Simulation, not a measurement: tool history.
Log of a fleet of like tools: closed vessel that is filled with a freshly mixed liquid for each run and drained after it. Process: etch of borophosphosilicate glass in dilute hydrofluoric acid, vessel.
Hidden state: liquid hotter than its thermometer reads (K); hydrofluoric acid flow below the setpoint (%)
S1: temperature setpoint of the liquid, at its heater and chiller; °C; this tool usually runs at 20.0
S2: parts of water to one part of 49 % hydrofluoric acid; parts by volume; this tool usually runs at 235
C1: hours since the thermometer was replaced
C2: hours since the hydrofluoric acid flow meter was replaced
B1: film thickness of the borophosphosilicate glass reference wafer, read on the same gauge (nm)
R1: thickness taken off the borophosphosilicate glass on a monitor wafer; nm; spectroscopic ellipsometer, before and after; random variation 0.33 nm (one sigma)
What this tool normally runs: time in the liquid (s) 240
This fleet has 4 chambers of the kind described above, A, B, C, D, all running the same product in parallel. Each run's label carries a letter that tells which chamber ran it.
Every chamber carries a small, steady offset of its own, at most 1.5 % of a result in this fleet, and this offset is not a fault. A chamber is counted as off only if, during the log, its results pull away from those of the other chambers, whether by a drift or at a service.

{"run": "1A", "hour": 7.7, "S1": 20.0, "S2": 235, "time in the liquid (s)": 240, "C1": 429.7, "C2": 238.4, "B1": 69.983, "R1": 35.3}
{"run": "2C", "hour": 14.3, "S1": 20.0, "S2": 235, "time in the liquid (s)": 240, "C1": 241.2, "C2": 253.1, "B1": 70.014, "R1": 35.111}
{"run": "3B", "hour": 20.7, "S1": 20.0, "S2": 235, "time in the liquid (s)": 240, "C1": 372.2, "C2": 1278.7, "B1": 70.02, "R1": 34.609}
{"run": "4D", "hour": 29.2, "S1": 20.0, "S2": 235, "time in the liquid (s)": 240, "C1": 347.0, "C2": 1126.7, "B1": 70.004, "R1": 34.945}
{"hour": 33.7, "done": "chamber B: hydrofluoric acid flow meter replaced"}
{"run": "5D", "hour": 37.7, "S1": 20.0, "S2": 235, "time in the liquid (s)": 240, "C1": 355.5, "C2": 1135.2, "B1": 70.028, "R1": 35.092}
{"run": "6B", "hour": 43.8, "S1": 20.0, "S2": 235, "time in the liquid (s)": 240, "C1": 395.3, "C2": 10.1, "B1": 69.987, "R1": 35.047}
{"run": "7C", "hour": 49.6, "S1": 20.0, "S2": 130, "time in the liquid (s)": 175, "C1": 276.5, "C2": 288.4, "B1": 69.998, "R1": 51.264}
{"run": "8A", "hour": 59.5, "S1": 20.0, "S2": 130, "time in the liquid (s)": 175, "C1": 481.5, "C2": 290.2, "B1": 69.999, "R1": 50.883}
{"run": "9A", "hour": 67.5, "S1": 20.0, "S2": 130, "time in the liquid (s)": 175, "C1": 489.5, "C2": 298.2, "B1": 70.001, "R1": 50.683}
{"run": "10B", "hour": 76.9, "S1": 20.0, "S2": 130, "time in the liquid (s)": 175, "C1": 428.4, "C2": 43.2, "B1": 69.986, "R1": 51.305}
{"run": "11C", "hour": 86.2, "S1": 20.0, "S2": 235, "time in the liquid (s)": 240, "C1": 313.1, "C2": 325.0, "B1": 70.01, "R1": 34.987}
{"run": "12D", "hour": 95.8, "S1": 20.0, "S2": 235, "time in the liquid (s)": 240, "C1": 413.6, "C2": 1193.3, "B1": 70.013, "R1": 35.058}
{"run": "13D", "hour": 106.8, "S1": 20.0, "S2": 235, "time in the liquid (s)": 240, "C1": 424.6, "C2": 1204.3, "B1": 70.015, "R1": 34.782}
{"run": "14A", "hour": 112.3, "S1": 20.0, "S2": 235, "time in the liquid (s)": 240, "C1": 534.3, "C2": 343.0, "B1": 70.022, "R1": 34.855}
{"run": "15B", "hour": 119.2, "S1": 20.0, "S2": 235, "time in the liquid (s)": 240, "C1": 470.7, "C2": 85.5, "B1": 69.993, "R1": 35.077}
{"run": "16C", "hour": 130.8, "S1": 20.0, "S2": 235, "time in the liquid (s)": 240, "C1": 357.7, "C2": 369.6, "B1": 69.977, "R1": 35.686}
{"run": "17B", "hour": 139.3, "S1": 23.5, "S2": 300, "time in the liquid (s)": 240, "C1": 490.8, "C2": 105.6, "B1": 70.019, "R1": 29.862}
{"run": "18A", "hour": 148.1, "S1": 23.5, "S2": 300, "time in the liquid (s)": 240, "C1": 570.1, "C2": 378.8, "B1": 70.018, "R1": 29.364}
{"run": "19C", "hour": 158.0, "S1": 23.5, "S2": 300, "time in the liquid (s)": 240, "C1": 384.9, "C2": 396.8, "B1": 70.011, "R1": 30.21}
{"run": "20D", "hour": 168.1, "S1": 23.5, "S2": 300, "time in the liquid (s)": 240, "C1": 485.9, "C2": 1265.6, "B1": 69.981, "R1": 29.037}
{"run": "21A", "hour": 176.3, "S1": 20.0, "S2": 235, "time in the liquid (s)": 240, "C1": 598.3, "C2": 407.0, "B1": 69.995, "R1": 34.844}
{"run": "22C", "hour": 185.5, "S1": 20.0, "S2": 235, "time in the liquid (s)": 240, "C1": 412.4, "C2": 424.3, "B1": 70.021, "R1": 35.198}
{"run": "23D", "hour": 195.6, "S1": 20.0, "S2": 235, "time in the liquid (s)": 240, "C1": 513.4, "C2": 1293.1, "B1": 70.013, "R1": 34.839}
{"run": "24B", "hour": 204.7, "S1": 20.0, "S2": 235, "time in the liquid (s)": 240, "C1": 556.2, "C2": 171.0, "B1": 70.04, "R1": 36.604}
{"run": "25C", "hour": 214.0, "S1": 20.0, "S2": 235, "time in the liquid (s)": 240, "C1": 440.9, "C2": 452.8, "B1": 69.995, "R1": 35.479}
{"run": "26A", "hour": 223.8, "S1": 20.0, "S2": 235, "time in the liquid (s)": 240, "C1": 645.8, "C2": 454.5, "B1": 70.008, "R1": 35.146}
{"run": "27D", "hour": 230.9, "S1": 20.0, "S2": 235, "time in the liquid (s)": 240, "C1": 548.7, "C2": 1328.4, "B1": 70.007, "R1": 35.114}
{"run": "28B", "hour": 241.2, "S1": 20.0, "S2": 235, "time in the liquid (s)": 240, "C1": 592.7, "C2": 207.5, "B1": 70.018, "R1": 37.464}
{"run": "29D", "hour": 252.5, "S1": 20.0, "S2": 195, "time in the liquid (s)": 240, "C1": 570.3, "C2": 1350.0, "B1": 70.014, "R1": 43.603}

All 4 chambers run these settings next. Forecast each chamber's results:
{"run": "30A", "hour": 260.8, "S1": 23.5, "S2": 235, "time in the liquid (s)": 240, "R1": "?"}
{"run": "30B", "hour": 260.8, "S1": 23.5, "S2": 235, "time in the liquid (s)": 240, "R1": "?"}
{"run": "30C", "hour": 260.8, "S1": 23.5, "S2": 235, "time in the liquid (s)": 240, "R1": "?"}
{"run": "30D", "hour": 260.8, "S1": 23.5, "S2": 235, "time in the liquid (s)": 240, "R1": "?"}

run=30A R1=39.535
run=30B R1=42.412
run=30C R1=40.012
run=30D R1=39.592
